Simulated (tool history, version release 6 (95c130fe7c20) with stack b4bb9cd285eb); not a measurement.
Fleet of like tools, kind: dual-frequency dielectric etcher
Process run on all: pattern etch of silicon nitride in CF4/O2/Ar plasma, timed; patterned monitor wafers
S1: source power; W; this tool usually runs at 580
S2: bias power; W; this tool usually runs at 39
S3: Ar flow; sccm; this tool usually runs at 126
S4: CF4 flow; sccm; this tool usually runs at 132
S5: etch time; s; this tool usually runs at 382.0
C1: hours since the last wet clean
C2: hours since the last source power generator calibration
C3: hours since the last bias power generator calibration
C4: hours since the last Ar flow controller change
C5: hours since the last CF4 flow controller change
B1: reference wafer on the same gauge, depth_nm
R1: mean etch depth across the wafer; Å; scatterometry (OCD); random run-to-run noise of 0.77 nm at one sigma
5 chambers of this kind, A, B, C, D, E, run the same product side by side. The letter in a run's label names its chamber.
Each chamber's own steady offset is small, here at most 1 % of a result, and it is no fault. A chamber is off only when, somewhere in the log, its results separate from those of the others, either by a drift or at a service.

run	day	S1	S2	S3	S4	S5	C1	C2	C3	C4	C5	B1	R1
1A	0.617	580	39	126	132	382.0	137.4	1969.8	4510.2	343.4	1836.8	886.26	7600.2
2B	1.217	580	39	126	132	382.0	84.2	1881.9	1601.4	3613.1	1812.4	886.22	7559.3
3E	1.500	580	39	126	132	382.0	95.5	474.2	2140.3	1166.2	1263.2	886.10	7667.6
# day 2.050: chamber B: CF4 flow controller replaced
4D	2.138	580	39	126	132	382.0	465.1	1693.8	433.3	1928.5	533.2	886.41	7648.0
5C	2.738	580	39	126	132	382.0	339.5	176.9	471.5	2593.4	2074.3	886.59	7573.0
6D	3.042	450	39	126	112	382.0	486.8	1715.5	455.0	1950.2	554.9	886.49	6017.3
# day 3.258: chamber D: wet clean of the chamber
7A	3.371	450	39	126	112	382.0	203.5	2035.9	4576.3	409.5	1902.9	886.57	5973.4
8E	3.658	450	39	126	112	382.0	147.3	526.0	2192.1	1218.0	1315.0	886.89	5996.0
9B	4.058	450	39	126	112	382.0	152.4	1950.1	1669.6	3681.3	48.3	886.61	5913.9
10C	4.362	450	39	126	112	382.0	378.5	215.9	510.5	2632.4	2113.3	886.82	5925.4
11D	4.767	580	39	126	132	382.0	36.3	1756.9	496.4	1991.6	596.3	886.79	7651.6
12C	5.188	580	39	126	132	382.0	398.3	235.7	530.3	2652.2	2133.1	887.29	7568.3
13E	5.542	580	39	126	132	382.0	192.5	571.2	2237.3	1263.2	1360.2	886.94	7658.7
14B	6.033	580	39	126	132	382.0	199.8	1997.5	1717.0	3728.7	95.7	887.06	7567.4
15A	6.567	580	39	126	132	382.0	280.2	2112.6	4653.0	486.2	1979.6	887.41	7608.6
16B	7.100	580	39	126	132	382.0	225.4	2023.1	1742.6	3754.3	121.3	887.30	7561.8
17A	7.379	580	39	156	132	465.5	299.7	2132.1	4672.5	505.7	1999.1	887.31	9024.9
18E	7.688	580	39	156	132	465.5	244.0	622.7	2288.8	1314.7	1411.7	887.52	9078.9
19C	8.242	580	39	156	132	465.5	471.6	309.0	603.6	2725.5	2206.4	887.72	8932.2
20D	8.746	580	39	156	132	465.5	131.8	1852.4	591.9	2087.1	691.8	887.70	9066.0
21B	9.279	580	39	156	132	465.5	277.7	2075.4	1794.9	3806.6	173.6	887.51	8942.0
22E	9.817	710	39	126	111	382.0	295.1	673.8	2339.9	1365.8	1462.8	888.21	8947.9
23D	10.162	710	39	126	111	382.0	165.8	1886.4	625.9	2121.1	725.8	887.95	8906.8
24A	10.575	710	39	126	111	382.0	376.4	2208.8	4749.2	582.4	2075.8	888.17	8863.9
# day 11.021: chamber A: source power generator calibrated
25C	11.200	710	39	126	111	382.0	542.6	380.0	674.6	2796.5	2277.4	888.34	8805.4
26A	11.588	710	39	126	111	382.0	400.7	13.6	4773.5	606.7	2100.1	888.15	8871.3
27C	12.000	580	39	126	132	382.0	561.8	399.2	693.8	2815.7	2296.6	888.20	7566.8
# day 12.304: chamber C: CF4 flow controller replaced
28E	12.342	580	39	126	132	382.0	355.7	734.4	2400.5	1426.4	1523.4	888.49	7678.9
29B	12.704	580	39	126	132	382.0	359.9	2157.6	1877.1	3888.8	255.8	888.58	7592.6
30D	12.996	580	39	126	132	382.0	233.8	1954.4	693.9	2189.1	793.8	888.58	7676.2
31A	13.583	580	46	115	132	382.0	448.6	61.5	4821.4	654.6	2148.0	888.89	8156.4
# day 13.933: chamber B: Ar flow controller replaced
32C	13.967	580	46	115	132	382.0	609.0	446.4	741.0	2862.9	39.9	888.93	8142.9
33E	14.304	580	46	115	132	382.0	402.8	781.5	2447.6	1473.5	1570.5	888.78	8223.2
34B	14.679	580	46	115	132	382.0	407.3	2205.0	1924.5	17.9	303.2	888.99	8131.4
# day 14.804: chamber C: wet clean of the chamber
35D	15.225	580	46	115	132	382.0	287.3	2007.9	747.4	2242.6	847.3	889.05	8239.2
36D	15.679	580	39	126	132	382.0	298.2	2018.8	758.3	2253.5	858.2	889.11	7676.8
37A	16.292	580	39	126	132	382.0	513.6	126.5	4886.4	719.6	2213.0	889.35	7629.8
38B	16.808	580	39	126	132	382.0	458.4	2256.1	1975.6	69.0	354.3	889.14	7586.5
39C	17.308	580	39	126	132	382.0	60.1	526.6	821.2	2943.1	120.1	889.32	7586.2
# day 17.483: chamber E: wet clean of the chamber
40E	17.762	580	39	126	132	382.0	6.7	864.5	2530.6	1556.5	1653.5	889.50	7689.3
41B	18.167	580	39	126	132	382.0	491.0	2288.7	2008.2	101.6	386.9	889.48	7591.2

For the next run the whole fleet of 5 chambers uses the same settings. Give each chamber's results:
42A	18.633	580	39	126	132	382.0							?
42B	18.633	580	39	126	132	382.0							?
42C	18.633	580	39	126	132	382.0							?
42D	18.633	580	39	126	132	382.0							?
42E	18.633	580	39	126	132	382.0							?

run	R1
42A	7622.2
42B	7600.7
42C	7602.5
42D	7677.4
42E	7682.2
